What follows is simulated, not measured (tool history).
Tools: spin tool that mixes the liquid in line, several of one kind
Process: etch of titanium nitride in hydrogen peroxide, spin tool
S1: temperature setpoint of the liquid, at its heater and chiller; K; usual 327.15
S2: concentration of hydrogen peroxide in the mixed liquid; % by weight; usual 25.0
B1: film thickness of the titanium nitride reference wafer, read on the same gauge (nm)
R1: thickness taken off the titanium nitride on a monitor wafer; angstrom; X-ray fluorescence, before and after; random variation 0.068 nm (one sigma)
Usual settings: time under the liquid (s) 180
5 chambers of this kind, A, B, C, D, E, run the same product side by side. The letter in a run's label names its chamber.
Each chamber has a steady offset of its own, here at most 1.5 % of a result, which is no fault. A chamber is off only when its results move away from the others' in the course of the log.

{"run": "1B", "hour": 4.3, "S1": 327.15, "S2": 25.0, "time under the liquid (s)": 180, "B1": 50.012, "R1": 70.328}
{"run": "2A", "hour": 7.7, "S1": 327.15, "S2": 25.0, "time under the liquid (s)": 180, "B1": 50.004, "R1": 71.759}
{"run": "3C", "hour": 10.8, "S1": 327.15, "S2": 25.0, "time under the liquid (s)": 180, "B1": 49.998, "R1": 70.908}
{"run": "4E", "hour": 14.1, "S1": 327.15, "S2": 25.0, "time under the liquid (s)": 180, "B1": 50.005, "R1": 68.931}
{"run": "5D", "hour": 18.8, "S1": 327.15, "S2": 25.0, "time under the liquid (s)": 135, "B1": 50.007, "R1": 52.011}
{"run": "6B", "hour": 24.5, "S1": 327.15, "S2": 25.0, "time under the liquid (s)": 135, "B1": 50.007, "R1": 53.407}
{"run": "7D", "hour": 29.2, "S1": 327.15, "S2": 25.0, "time under the liquid (s)": 135, "B1": 50.017, "R1": 52.457}
{"hour": 29.7, "done": "chamber E: peroxide flow meter replaced"}
{"run": "8C", "hour": 32.4, "S1": 327.15, "S2": 25.0, "time under the liquid (s)": 135, "B1": 50.003, "R1": 52.694}
{"run": "9A", "hour": 35.8, "S1": 327.15, "S2": 25.0, "time under the liquid (s)": 135, "B1": 49.984, "R1": 52.749}
{"hour": 37.2, "done": "chamber E: new drum of peroxide connected"}
{"run": "10E", "hour": 38.7, "S1": 327.15, "S2": 25.0, "time under the liquid (s)": 180, "B1": 49.994, "R1": 70.037}
{"hour": 40.8, "done": "chamber D: thermometer replaced"}
{"run": "11D", "hour": 44.0, "S1": 327.15, "S2": 25.0, "time under the liquid (s)": 180, "B1": 50.009, "R1": 70.295}
{"run": "12C", "hour": 48.6, "S1": 327.15, "S2": 25.0, "time under the liquid (s)": 180, "B1": 49.995, "R1": 70.912}
{"hour": 49.4, "done": "chamber A: new drum of peroxide connected"}
{"run": "13B", "hour": 52.0, "S1": 327.15, "S2": 25.0, "time under the liquid (s)": 115, "B1": 50.001, "R1": 45.051}
{"run": "14E", "hour": 54.5, "S1": 327.15, "S2": 25.0, "time under the liquid (s)": 115, "B1": 50.0, "R1": 44.974}
{"run": "15A", "hour": 59.6, "S1": 327.15, "S2": 25.0, "time under the liquid (s)": 115, "B1": 50.019, "R1": 46.303}
{"run": "16D", "hour": 64.9, "S1": 327.15, "S2": 25.0, "time under the liquid (s)": 115, "B1": 49.994, "R1": 44.49}
{"run": "17C", "hour": 67.6, "S1": 327.15, "S2": 25.0, "time under the liquid (s)": 115, "B1": 49.992, "R1": 44.928}
{"run": "18B", "hour": 72.3, "S1": 327.15, "S2": 25.0, "time under the liquid (s)": 180, "B1": 49.995, "R1": 70.692}
{"run": "19A", "hour": 77.1, "S1": 327.15, "S2": 25.0, "time under the liquid (s)": 180, "B1": 50.005, "R1": 71.341}
{"run": "20E", "hour": 81.2, "S1": 327.15, "S2": 25.0, "time under the liquid (s)": 180, "B1": 50.008, "R1": 69.811}
{"run": "21B", "hour": 86.3, "S1": 327.15, "S2": 25.0, "time under the liquid (s)": 180, "B1": 50.011, "R1": 70.096}
{"run": "22A", "hour": 89.1, "S1": 327.15, "S2": 25.0, "time under the liquid (s)": 180, "B1": 50.022, "R1": 70.535}
{"run": "23C", "hour": 94.5, "S1": 327.15, "S2": 25.0, "time under the liquid (s)": 180, "B1": 49.998, "R1": 71.108}
{"run": "24D", "hour": 98.6, "S1": 327.15, "S2": 25.0, "time under the liquid (s)": 180, "B1": 49.997, "R1": 68.288}
{"run": "25E", "hour": 102.5, "S1": 327.15, "S2": 25.0, "time under the liquid (s)": 180, "B1": 50.007, "R1": 71.066}
{"run": "26C", "hour": 108.0, "S1": 327.15, "S2": 25.0, "time under the liquid (s)": 180, "B1": 49.989, "R1": 71.05}
{"run": "27B", "hour": 112.9, "S1": 334.15, "S2": 30.0, "time under the liquid (s)": 180, "B1": 50.018, "R1": 117.18}
{"run": "28A", "hour": 116.5, "S1": 334.15, "S2": 30.0, "time under the liquid (s)": 180, "B1": 49.986, "R1": 118.62}
{"run": "29E", "hour": 119.1, "S1": 334.15, "S2": 30.0, "time under the liquid (s)": 180, "B1": 49.987, "R1": 118.03}
{"run": "30D", "hour": 123.1, "S1": 334.15, "S2": 30.0, "time under the liquid (s)": 180, "B1": 49.997, "R1": 112.28}
{"run": "31D", "hour": 128.7, "S1": 334.15, "S2": 30.0, "time under the liquid (s)": 180, "B1": 50.007, "R1": 109.81}
{"run": "32C", "hour": 132.7, "S1": 327.15, "S2": 25.0, "time under the liquid (s)": 180, "B1": 50.016, "R1": 71.204}
{"run": "33B", "hour": 137.5, "S1": 327.15, "S2": 25.0, "time under the liquid (s)": 180, "B1": 50.001, "R1": 70.98}
{"run": "34E", "hour": 140.9, "S1": 327.15, "S2": 25.0, "time under the liquid (s)": 180, "B1": 49.983, "R1": 71.036}
{"run": "35A", "hour": 145.7, "S1": 327.15, "S2": 25.0, "time under the liquid (s)": 180, "B1": 49.987, "R1": 70.617}
{"run": "36E", "hour": 148.9, "S1": 327.15, "S2": 25.0, "time under the liquid (s)": 180, "B1": 49.988, "R1": 70.088}
{"run": "37A", "hour": 152.6, "S1": 327.15, "S2": 25.0, "time under the liquid (s)": 180, "B1": 49.998, "R1": 71.183}
{"run": "38C", "hour": 157.4, "S1": 327.15, "S2": 25.0, "time under the liquid (s)": 180, "B1": 49.997, "R1": 70.772}
{"run": "39D", "hour": 162.2, "S1": 327.15, "S2": 25.0, "time under the liquid (s)": 180, "B1": 50.005, "R1": 64.489}
{"run": "40B", "hour": 166.7, "S1": 327.15, "S2": 25.0, "time under the liquid (s)": 180, "B1": 49.99, "R1": 70.277}
{"run": "41E", "hour": 169.7, "S1": 327.15, "S2": 25.0, "time under the liquid (s)": 180, "B1": 50.003, "R1": 70.195}
{"run": "42C", "hour": 175.3, "S1": 327.15, "S2": 25.0, "time under the liquid (s)": 180, "B1": 50.017, "R1": 71.196}
{"run": "43B", "hour": 177.9, "S1": 327.15, "S2": 25.0, "time under the liquid (s)": 180, "B1": 49.99, "R1": 70.286}

Next, every chamber runs the same settings. What will each give?
{"run": "44A", "hour": 182.0, "S1": 327.15, "S2": 19.5, "time under the liquid (s)": 180, "R1": "?"}
{"run": "44B", "hour": 182.0, "S1": 327.15, "S2": 19.5, "time under the liquid (s)": 180, "R1": "?"}
{"run": "44C", "hour": 182.0, "S1": 327.15, "S2": 19.5, "time under the liquid (s)": 180, "R1": "?"}
{"run": "44D", "hour": 182.0, "S1": 327.15, "S2": 19.5, "time under the liquid (s)": 180, "R1": "?"}
{"run": "44E", "hour": 182.0, "S1": 327.15, "S2": 19.5, "time under the liquid (s)": 180, "R1": "?"}

run=44A R1=66.455
run=44B R1=66.525
run=44C R1=66.775
run=44D R1=59.589
run=44E R1=66.747
